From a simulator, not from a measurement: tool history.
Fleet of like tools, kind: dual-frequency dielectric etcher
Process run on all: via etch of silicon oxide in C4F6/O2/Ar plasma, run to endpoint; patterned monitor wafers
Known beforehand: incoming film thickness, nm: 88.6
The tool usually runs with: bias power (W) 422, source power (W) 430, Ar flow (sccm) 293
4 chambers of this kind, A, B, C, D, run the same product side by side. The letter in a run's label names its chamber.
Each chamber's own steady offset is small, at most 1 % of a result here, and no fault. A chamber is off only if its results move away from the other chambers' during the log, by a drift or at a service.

| run | hour | bias power (W) | source power (W) | Ar flow (sccm) | endpoint time (s) |
|---|---|---|---|---|---|
| 1B | 5.8 | 422 | 430 | 293 | 20.146 |
| 2A | 10.6 | 422 | 430 | 293 | 20.314 |
| 3D | 15 | 422 | 430 | 293 | 20.133 |
| 4C | 19.7 | 422 | 430 | 293 | 20.148 |
| 5D | 23.2 | 422 | 430 | 293 | 20.372 |
| 6A | 26.7 | 422 | 430 | 293 | 20.159 |
| 7B | 29.4 | 422 | 430 | 293 | 20.047 |
| 8C | 33.6 | 422 | 350 | 334 | 21.939 |
| 9D | 38.2 | 422 | 350 | 334 | 22.186 |
|  | 40.9 | chamber B: wet clean of the chamber |
| 10B | 43.6 | 422 | 350 | 334 | 21.926 |
| 11A | 49.4 | 422 | 350 | 334 | 22.317 |
| 12C | 53.3 | 422 | 430 | 293 | 20.149 |
| 13B | 57.6 | 422 | 430 | 293 | 20.139 |
| 14C | 60.8 | 422 | 430 | 293 | 19.952 |
| 15D | 64.3 | 422 | 430 | 293 | 20.176 |
| 16A | 68.6 | 422 | 430 | 293 | 20.217 |
| 17D | 71.1 | 422 | 380 | 293 | 21.352 |
| 18B | 74.5 | 422 | 380 | 293 | 21.034 |
| 19A | 78.4 | 422 | 380 | 293 | 21.261 |
| 20C | 82.3 | 422 | 380 | 293 | 21.2 |
| 21C | 85.4 | 422 | 430 | 293 | 20.049 |
| 22B | 89.7 | 422 | 430 | 293 | 20.079 |
| 23A | 95 | 422 | 430 | 293 | 20.088 |
| 24D | 100.6 | 422 | 430 | 293 | 20.223 |
| 25C | 106.4 | 422 | 430 | 293 | 19.9 |
| 26B | 111.7 | 422 | 430 | 237 | 19.58 |
| 27D | 116.7 | 422 | 430 | 237 | 19.609 |
| 28A | 121.5 | 422 | 430 | 237 | 19.728 |

The same settings go to every chamber for the next run, one line per chamber below. Forecast the results for each:
| 29A | 125.7 | 422 | 430 | 293 | ? |
| 29B | 125.7 | 422 | 430 | 293 | ? |
| 29C | 125.7 | 422 | 430 | 293 | ? |
| 29D | 125.7 | 422 | 430 | 293 | ? |

| run | endpoint time (s) |
|---|---|
| 29A | 20.21 |
| 29B | 20.275 |
| 29C | 20.017 |
| 29D | 20.274 |

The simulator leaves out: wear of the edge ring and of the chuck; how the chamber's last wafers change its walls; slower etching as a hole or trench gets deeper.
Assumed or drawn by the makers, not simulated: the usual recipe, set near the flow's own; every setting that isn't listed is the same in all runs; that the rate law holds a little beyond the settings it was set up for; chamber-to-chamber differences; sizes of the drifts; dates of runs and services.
